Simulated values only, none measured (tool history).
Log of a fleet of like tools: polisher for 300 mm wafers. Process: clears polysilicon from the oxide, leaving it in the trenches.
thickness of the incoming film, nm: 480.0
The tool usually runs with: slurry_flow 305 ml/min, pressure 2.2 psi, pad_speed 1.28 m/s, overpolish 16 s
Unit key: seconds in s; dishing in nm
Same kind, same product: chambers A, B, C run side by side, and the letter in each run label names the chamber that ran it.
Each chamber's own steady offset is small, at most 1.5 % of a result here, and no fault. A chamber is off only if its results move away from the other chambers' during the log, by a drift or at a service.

| run | hour | slurry_flow | pressure | pad_speed | overpolish | wafers polished on this pad | hours since the slurry nozzle was cleaned | hours since the head pressure was calibrated | seconds | dishing |
|---|---|---|---|---|---|---|---|---|---|---|
| 1C | 8.6 | 305 | 2.2 | 1.28 | 16 | 1243 | 111.6 | 340.3 | 37.622 | 57.926 |
| 2B | 21.4 | 305 | 2.2 | 1.28 | 16 | 663 | 705.1 | 46.9 | 37.527 | 52.581 |
|  | 29.3 | chamber C: worn pad replaced by a new one |
| 3A | 34.9 | 305 | 2.2 | 1.28 | 16 | 1071 | 478.1 | 1418.4 | 37.186 | 56.382 |
| 4C | 46.7 | 305 | 2.2 | 1.28 | 16 | 220 | 149.7 | 378.4 | 37.349 | 55.153 |
| 5B | 59.9 | 305 | 2.2 | 1.28 | 16 | 1148 | 743.6 | 85.4 | 37.455 | 55.819 |
| 6A | 68.9 | 305 | 2.2 | 1.28 | 16 | 1501 | 512.1 | 1452.4 | 37.307 | 58.274 |
|  | 70.8 | chamber B: worn pad replaced by a new one |
|  | 74.3 | chamber A: worn pad replaced by a new one |
|  | 82.6 | chamber A: slurry nozzle cleaned |
| 7A | 82.6 | 305 | 2.2 | 1.14 | 23 | 104 | 0.1 | 1466.1 | 42.403 | 57.055 |
|  | 82.8 | chamber A: head pressure recalibrated |
| 8C | 91.3 | 305 | 2.2 | 1.14 | 23 | 782 | 194.3 | 423.0 | 42.416 | 55.145 |
| 9B | 102.2 | 305 | 2.2 | 1.14 | 23 | 396 | 785.9 | 127.7 | 41.309 | 56.419 |
|  | 109.5 | chamber B: slurry nozzle cleaned |
| 10C | 113.1 | 305 | 2.2 | 1.28 | 16 | 1057 | 216.1 | 444.8 | 37.596 | 55.142 |
| 11B | 122.0 | 305 | 2.2 | 1.28 | 16 | 646 | 12.5 | 147.5 | 36.872 | 55.863 |
| 12A | 134.7 | 305 | 2.2 | 1.28 | 16 | 762 | 52.2 | 51.9 | 37.285 | 56.745 |
| 13C | 144.9 | 305 | 2.2 | 1.28 | 16 | 1459 | 247.9 | 476.6 | 37.987 | 55.179 |
|  | 149.6 | chamber C: worn pad replaced by a new one |
| 14B | 156.6 | 305 | 1.8 | 0.94 | 16 | 1083 | 47.1 | 182.1 | 61.283 | 50.149 |
|  | 164.5 | chamber B: worn pad replaced by a new one |
| 15A | 170.3 | 305 | 1.8 | 0.94 | 16 | 1211 | 87.8 | 87.5 | 63.693 | 49.338 |
| 16C | 180.4 | 305 | 1.8 | 0.94 | 16 | 389 | 283.4 | 512.1 | 64.597 | 51.696 |
|  | 182.2 | chamber A: worn pad replaced by a new one |
| 17A | 191.2 | 305 | 2.2 | 1.28 | 16 | 114 | 108.7 | 108.4 | 36.569 | 54.279 |
| 18B | 204.9 | 305 | 2.2 | 1.28 | 16 | 509 | 95.4 | 230.4 | 37.227 | 56.659 |
| 19A | 212.5 | 350 | 2.2 | 1.28 | 21 | 383 | 130.0 | 129.7 | 36.679 | 56.678 |
|  | 216.8 | chamber C: slurry nozzle cleaned |
| 20C | 226.5 | 350 | 2.2 | 1.28 | 21 | 970 | 9.8 | 558.2 | 38.663 | 59.677 |
| 21B | 240.6 | 350 | 2.2 | 1.28 | 21 | 960 | 131.1 | 266.1 | 36.690 | 56.059 |
| 22B | 246.9 | 305 | 2.2 | 1.28 | 16 | 1039 | 137.4 | 272.4 | 37.668 | 56.872 |
|  | 247.5 | chamber C: worn pad replaced by a new one |
|  | 249.1 | chamber B: worn pad replaced by a new one |
| 23A | 256.5 | 305 | 2.2 | 1.28 | 16 | 938 | 174.0 | 173.7 | 36.686 | 55.481 |
| 24C | 268.7 | 305 | 2.2 | 1.28 | 16 | 268 | 52.0 | 600.4 | 40.146 | 55.207 |
| 25B | 281.2 | 305 | 2.2 | 1.28 | 16 | 405 | 171.7 | 306.7 | 36.780 | 55.608 |
| 26C | 293.9 | 305 | 2.2 | 1.28 | 16 | 586 | 77.2 | 625.6 | 40.342 | 55.278 |

All chambers now run identical settings, listed one chamber a line with results as question marks. What results will each chamber show?
| 27A | 304.3 | 265 | 2.2 | 1.28 | 16 |  |  |  | ? | ? |
| 27B | 304.3 | 265 | 2.2 | 1.28 | 16 |  |  |  | ? | ? |
| 27C | 304.3 | 265 | 2.2 | 1.28 | 16 |  |  |  | ? | ? |

| run | seconds | dishing |
|---|---|---|
| 27A | 37.719 | 56.644 |
| 27B | 37.819 | 58.985 |
| 27C | 41.180 | 55.314 |
